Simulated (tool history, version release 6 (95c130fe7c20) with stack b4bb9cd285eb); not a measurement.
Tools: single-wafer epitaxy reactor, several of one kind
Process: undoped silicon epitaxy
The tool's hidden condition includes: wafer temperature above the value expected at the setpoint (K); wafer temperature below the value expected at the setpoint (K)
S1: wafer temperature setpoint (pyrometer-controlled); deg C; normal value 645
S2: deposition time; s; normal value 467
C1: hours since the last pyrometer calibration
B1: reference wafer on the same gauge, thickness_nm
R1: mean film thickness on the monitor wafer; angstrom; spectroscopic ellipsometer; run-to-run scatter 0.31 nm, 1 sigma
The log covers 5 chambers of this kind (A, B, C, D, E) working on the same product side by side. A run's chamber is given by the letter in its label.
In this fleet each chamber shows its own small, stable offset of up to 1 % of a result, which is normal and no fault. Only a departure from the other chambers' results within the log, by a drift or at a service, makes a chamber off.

run 1E hour=8.2 | S1=645 S2=467 | C1=309 | B1=66.902 | R1=704.34
run 2B hour=15.1 | S1=645 S2=467 | C1=231.7 | B1=66.823 | R1=697.13
run 3A hour=22 | S1=645 S2=467 | C1=1022.8 | B1=66.884 | R1=711.97
run 4C hour=28.5 | S1=645 S2=467 | C1=66.4 | B1=66.914 | R1=702.22
run 5D hour=36.2 | S1=645 S2=404 | C1=1642 | B1=66.911 | R1=602.41
run 6E hour=45.3 | S1=645 S2=404 | C1=346.1 | B1=66.9 | R1=604.01
run 7B hour=50.4 | S1=645 S2=404 | C1=267 | B1=66.914 | R1=605.85
run 8A hour=55.2 | S1=645 S2=404 | C1=1056 | B1=66.908 | R1=610.69
run 9C hour=61.3 | S1=645 S2=404 | C1=99.2 | B1=66.871 | R1=608.13
run 10D hour=70.4 | S1=645 S2=467 | C1=1676.2 | B1=66.989 | R1=700.97
run 11D hour=78 | S1=645 S2=467 | C1=1683.8 | B1=66.891 | R1=704.83
run 12A hour=85.6 | S1=645 S2=467 | C1=1086.4 | B1=66.898 | R1=707.49
run 13C hour=94.7 | S1=645 S2=467 | C1=132.6 | B1=66.882 | R1=698.73
run 14E hour=103.3 | S1=645 S2=467 | C1=404.1 | B1=66.899 | R1=705.24
run 15B hour=111.8 | S1=645 S2=410 | C1=328.4 | B1=66.854 | R1=616.31
run 16B hour=122.7 | S1=645 S2=410 | C1=339.3 | B1=66.911 | R1=611.46
run 17C hour=133 | S1=645 S2=410 | C1=170.9 | B1=66.853 | R1=614.72
run 18E hour=141.1 | S1=645 S2=410 | C1=441.9 | B1=66.898 | R1=610.48
run 19A hour=146 | S1=645 S2=410 | C1=1146.8 | B1=66.914 | R1=633.01
run 20D hour=151 | S1=645 S2=467 | C1=1756.8 | B1=66.861 | R1=696.37
run 21A hour=161.8 | S1=645 S2=467 | C1=1162.6 | B1=66.902 | R1=720.47
run 22E hour=170.9 | S1=645 S2=467 | C1=471.7 | B1=66.899 | R1=700.54
run 23B hour=181.3 | S1=645 S2=467 | C1=397.9 | B1=66.928 | R1=701.22
run 24D hour=186.1 | S1=645 S2=467 | C1=1791.9 | B1=66.898 | R1=702.16
run 25C hour=196.4 | S1=645 S2=467 | C1=234.3 | B1=66.871 | R1=702.5
run 26B hour=206.7 | S1=645 S2=467 | C1=423.3 | B1=66.871 | R1=697.01
run 27C hour=211.5 | S1=645 S2=467 | C1=249.4 | B1=66.941 | R1=702.87
run 28D hour=218.5 | S1=645 S2=467 | C1=1824.3 | B1=66.895 | R1=707.24
run 29E hour=225.2 | S1=645 S2=467 | C1=526 | B1=66.906 | R1=702.38
run 30A hour=233.2 | S1=645 S2=499 | C1=1234 | B1=66.904 | R1=772.03
run 31E hour=238.3 | S1=645 S2=499 | C1=539.1 | B1=66.902 | R1=756.05
run 32C hour=245.8 | S1=645 S2=499 | C1=283.7 | B1=66.878 | R1=748.52
run 33D hour=256 | S1=645 S2=499 | C1=1861.8 | B1=66.906 | R1=752.06

Next, every chamber runs the same settings. What will each give?
run 34A hour=264 | S1=638 S2=467 | R1=?
run 34B hour=264 | S1=638 S2=467 | R1=?
run 34C hour=264 | S1=638 S2=467 | R1=?
run 34D hour=264 | S1=638 S2=467 | R1=?
run 34E hour=264 | S1=638 S2=467 | R1=?

run=34A R1=628.4
run=34B R1=598.09
run=34C R1=598.97
run=34D R1=602.08
run=34E R1=599.91

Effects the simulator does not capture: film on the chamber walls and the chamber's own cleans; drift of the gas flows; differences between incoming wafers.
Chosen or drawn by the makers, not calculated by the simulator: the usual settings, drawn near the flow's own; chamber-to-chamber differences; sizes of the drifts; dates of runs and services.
